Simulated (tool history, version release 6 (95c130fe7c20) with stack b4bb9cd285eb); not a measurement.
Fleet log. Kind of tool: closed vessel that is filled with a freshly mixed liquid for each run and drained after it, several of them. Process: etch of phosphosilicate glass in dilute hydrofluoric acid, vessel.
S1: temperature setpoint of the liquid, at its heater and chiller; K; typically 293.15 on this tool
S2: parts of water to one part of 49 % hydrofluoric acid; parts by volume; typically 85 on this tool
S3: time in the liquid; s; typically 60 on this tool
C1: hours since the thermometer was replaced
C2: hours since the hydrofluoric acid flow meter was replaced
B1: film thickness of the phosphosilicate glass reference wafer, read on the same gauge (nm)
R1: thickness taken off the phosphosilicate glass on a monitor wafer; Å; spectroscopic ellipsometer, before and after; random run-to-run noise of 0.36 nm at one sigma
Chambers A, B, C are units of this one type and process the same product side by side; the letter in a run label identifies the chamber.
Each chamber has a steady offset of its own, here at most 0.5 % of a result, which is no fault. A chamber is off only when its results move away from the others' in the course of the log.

{"run": "1C", "day": 0.179, "S1": 293.15, "S2": 85, "S3": 60, "C1": 1571.2, "C2": 911.5, "B1": 149.99, "R1": 460.83}
{"run": "2B", "day": 0.288, "S1": 293.15, "S2": 85, "S3": 60, "C1": 1091.5, "C2": 511.8, "B1": 150.0, "R1": 463.81}
{"run": "3A", "day": 0.438, "S1": 293.15, "S2": 85, "S3": 60, "C1": 353.3, "C2": 129.9, "B1": 149.99, "R1": 460.26}
{"run": "4C", "day": 0.633, "S1": 293.15, "S2": 85, "S3": 60, "C1": 1582.1, "C2": 922.4, "B1": 150.04, "R1": 455.16}
{"run": "5B", "day": 0.788, "S1": 293.15, "S2": 85, "S3": 60, "C1": 1103.5, "C2": 523.8, "B1": 150.0, "R1": 455.09}
{"run": "6A", "day": 0.983, "S1": 293.15, "S2": 85, "S3": 60, "C1": 366.4, "C2": 143.0, "B1": 149.99, "R1": 461.38}
{"run": "7A", "day": 1.088, "S1": 290.65, "S2": 85, "S3": 60, "C1": 368.9, "C2": 145.5, "B1": 150.01, "R1": 413.45}
{"run": "8C", "day": 1.25, "S1": 290.65, "S2": 85, "S3": 60, "C1": 1596.9, "C2": 937.2, "B1": 149.99, "R1": 414.45}
{"run": "9B", "day": 1.412, "S1": 290.65, "S2": 85, "S3": 60, "C1": 1118.5, "C2": 538.8, "B1": 150.01, "R1": 415.22}
{"run": "10C", "day": 1.5, "S1": 293.15, "S2": 85, "S3": 60, "C1": 1602.9, "C2": 943.2, "B1": 150.0, "R1": 462.31}
{"run": "11A", "day": 1.608, "S1": 293.15, "S2": 85, "S3": 60, "C1": 381.4, "C2": 158.0, "B1": 149.98, "R1": 461.51}
{"run": "12B", "day": 1.804, "S1": 293.15, "S2": 85, "S3": 60, "C1": 1127.9, "C2": 548.2, "B1": 150.02, "R1": 458.65}
{"run": "13C", "day": 1.992, "S1": 293.15, "S2": 85, "S3": 60, "C1": 1614.7, "C2": 955.0, "B1": 150.01, "R1": 466.16}
{"run": "14B", "day": 2.108, "S1": 293.15, "S2": 85, "S3": 60, "C1": 1135.2, "C2": 555.5, "B1": 149.98, "R1": 464.11}
{"run": "15A", "day": 2.225, "S1": 293.15, "S2": 85, "S3": 60, "C1": 396.2, "C2": 172.8, "B1": 149.99, "R1": 460.9}
{"run": "16C", "day": 2.346, "S1": 293.15, "S2": 85, "S3": 60, "C1": 1623.2, "C2": 963.5, "B1": 150.02, "R1": 471.33}
{"run": "17A", "day": 2.454, "S1": 293.15, "S2": 85, "S3": 60, "C1": 401.7, "C2": 178.3, "B1": 149.99, "R1": 457.24}
{"run": "18B", "day": 2.625, "S1": 293.15, "S2": 85, "S3": 60, "C1": 1147.6, "C2": 567.9, "B1": 149.99, "R1": 468.02}
{"run": "19C", "day": 2.8, "S1": 293.15, "S2": 85, "S3": 60, "C1": 1634.1, "C2": 974.4, "B1": 150.0, "R1": 484.01}
{"run": "20B", "day": 2.979, "S1": 293.15, "S2": 115, "S3": 60, "C1": 1156.1, "C2": 576.4, "B1": 150.0, "R1": 334.88}
{"run": "21A", "day": 3.112, "S1": 293.15, "S2": 115, "S3": 60, "C1": 417.5, "C2": 194.1, "B1": 150.0, "R1": 329.94}
{"run": "22B", "day": 3.296, "S1": 293.15, "S2": 115, "S3": 60, "C1": 1163.7, "C2": 584.0, "B1": 150.03, "R1": 328.18}
{"run": "23A", "day": 3.479, "S1": 293.15, "S2": 85, "S3": 75, "C1": 426.3, "C2": 202.9, "B1": 150.02, "R1": 579.89}
{"run": "24C", "day": 3.604, "S1": 293.15, "S2": 85, "S3": 75, "C1": 1653.4, "C2": 993.7, "B1": 149.99, "R1": 608.89}
{"run": "25C", "day": 3.688, "S1": 293.15, "S2": 85, "S3": 75, "C1": 1655.4, "C2": 995.7, "B1": 149.97, "R1": 608.35}
{"run": "26B", "day": 3.825, "S1": 293.15, "S2": 85, "S3": 60, "C1": 1176.4, "C2": 596.7, "B1": 150.02, "R1": 454.02}
{"run": "27A", "day": 3.942, "S1": 293.15, "S2": 85, "S3": 60, "C1": 437.4, "C2": 214.0, "B1": 149.99, "R1": 460.45}
{"day": 4.054, "done": "chamber C: thermometer replaced"}
{"run": "28C", "day": 4.117, "S1": 293.15, "S2": 85, "S3": 60, "C1": 1.6, "C2": 1006.0, "B1": 149.99, "R1": 495.89}
{"run": "29B", "day": 4.296, "S1": 293.15, "S2": 85, "S3": 60, "C1": 1187.7, "C2": 608.0, "B1": 150.01, "R1": 462.97}

The same settings go to every chamber for the next run, one line per chamber below. Forecast the results for each:
{"run": "30A", "day": 4.438, "S1": 293.15, "S2": 85, "S3": 80, "R1": "?"}
{"run": "30B", "day": 4.438, "S1": 293.15, "S2": 85, "S3": 80, "R1": "?"}
{"run": "30C", "day": 4.438, "S1": 293.15, "S2": 85, "S3": 80, "R1": "?"}

run=30A R1=618.70
run=30B R1=613.05
run=30C R1=658.55
